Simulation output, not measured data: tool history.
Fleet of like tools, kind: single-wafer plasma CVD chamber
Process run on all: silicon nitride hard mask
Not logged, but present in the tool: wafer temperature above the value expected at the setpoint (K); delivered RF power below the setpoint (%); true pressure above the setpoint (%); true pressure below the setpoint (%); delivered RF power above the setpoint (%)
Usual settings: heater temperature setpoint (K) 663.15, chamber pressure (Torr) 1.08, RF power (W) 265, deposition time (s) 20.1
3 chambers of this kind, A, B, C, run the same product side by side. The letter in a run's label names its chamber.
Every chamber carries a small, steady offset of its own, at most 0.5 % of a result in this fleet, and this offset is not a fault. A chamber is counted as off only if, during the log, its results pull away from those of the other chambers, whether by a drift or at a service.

run,hour,heater temperature setpoint (K),chamber pressure (Torr),RF power (W),deposition time (s),hours since the last thermocouple change,hours since the last RF generator calibration,hours since the last manometer calibration,"read-back reference wafer on the same gauge, thickness_nm",mean film thickness on the monitor wafer (angstrom)
1B,9.1,663.15,1.08,265,20.1,1035.2,112.0,1776.4,16.901,188.69
2A,21.3,663.15,1.08,265,20.1,467.0,196.3,2093.6,16.888,188.61
3C,36.2,663.15,1.08,265,20.1,1356.7,984.7,1271.6,16.894,189.25
4A,47.8,663.15,1.08,265,20.1,493.5,222.8,2120.1,16.894,188.78
5B,57.0,663.15,1.08,265,20.1,1083.1,159.9,1824.3,16.893,189.23
6C,69.5,663.15,1.08,265,20.1,1390.0,1018.0,1304.9,16.894,188.32
7C,76.4,663.15,1.08,265,20.1,1396.9,1024.9,1311.8,16.905,189.13
# hour 81.8: chamber C: capacitance manometer re-zeroed and calibrated
8B,83.1,676.15,1.24,265,20.1,1109.2,186.0,1850.4,16.905,196.06
9A,93.0,676.15,1.24,265,20.1,538.7,268.0,2165.3,16.900,196.58
10C,104.5,676.15,1.24,265,20.1,1425.0,1053.0,22.7,16.901,196.21
# hour 110.3: chamber B: capacitance manometer re-zeroed and calibrated
11A,113.5,663.15,1.08,265,20.1,559.2,288.5,2185.8,16.899,187.73
12B,120.0,663.15,1.08,265,23.5,1146.1,222.9,9.8,16.904,214.76
13A,132.0,663.15,1.08,265,23.5,577.7,307.0,2204.3,16.902,220.56
14C,143.7,663.15,1.08,265,23.5,1464.2,1092.2,61.9,16.891,221.49
15B,156.7,663.15,1.08,265,20.1,1182.8,259.6,46.5,16.907,183.86
16A,167.8,663.15,1.08,265,20.1,613.5,342.8,2240.1,16.890,188.65
17C,179.0,663.15,1.08,265,20.1,1499.5,1127.5,97.2,16.901,189.59
18B,186.4,671.15,1.08,265,20.1,1212.5,289.3,76.2,16.909,183.67
19B,195.3,671.15,1.08,265,20.1,1221.4,298.2,85.1,16.900,183.29
20C,204.0,671.15,1.08,265,20.1,1524.5,1152.5,122.2,16.898,188.84
21A,215.2,663.15,1.08,265,20.1,660.9,390.2,2287.5,16.901,188.43
22A,226.6,663.15,1.08,265,20.1,672.3,401.6,2298.9,16.911,189.48
23C,233.4,663.15,1.08,265,20.1,1553.9,1181.9,151.6,16.906,189.88
24B,244.4,663.15,1.08,265,20.1,1270.5,347.3,134.2,16.893,184.00
25B,257.7,663.15,1.08,265,20.1,1283.8,360.6,147.5,16.900,184.04
26C,272.5,663.15,1.08,315,20.1,1593.0,1221.0,190.7,16.900,213.74
# hour 279.5: chamber C: RF generator calibrated
27A,280.2,663.15,1.08,315,20.1,725.9,455.2,2352.5,16.901,211.93
28A,292.9,663.15,1.08,315,20.1,738.6,467.9,2365.2,16.917,211.96
29B,305.5,663.15,1.08,265,20.1,1331.6,408.4,195.3,16.916,184.57
30C,318.4,663.15,1.08,265,20.1,1638.9,39.0,236.6,16.900,189.87
31C,326.6,663.15,1.08,265,20.1,1647.1,47.2,244.8,16.891,190.15

Each of the 3 chambers runs these same settings next. Fill in every chamber's results:
32A,337.4,663.15,1.08,265,20.1,,,,,?
32B,337.4,663.15,1.08,265,20.1,,,,,?
32C,337.4,663.15,1.08,265,20.1,,,,,?

run,mean film thickness on the monitor wafer (angstrom)
32A,188.71
32B,184.23
32C,189.92

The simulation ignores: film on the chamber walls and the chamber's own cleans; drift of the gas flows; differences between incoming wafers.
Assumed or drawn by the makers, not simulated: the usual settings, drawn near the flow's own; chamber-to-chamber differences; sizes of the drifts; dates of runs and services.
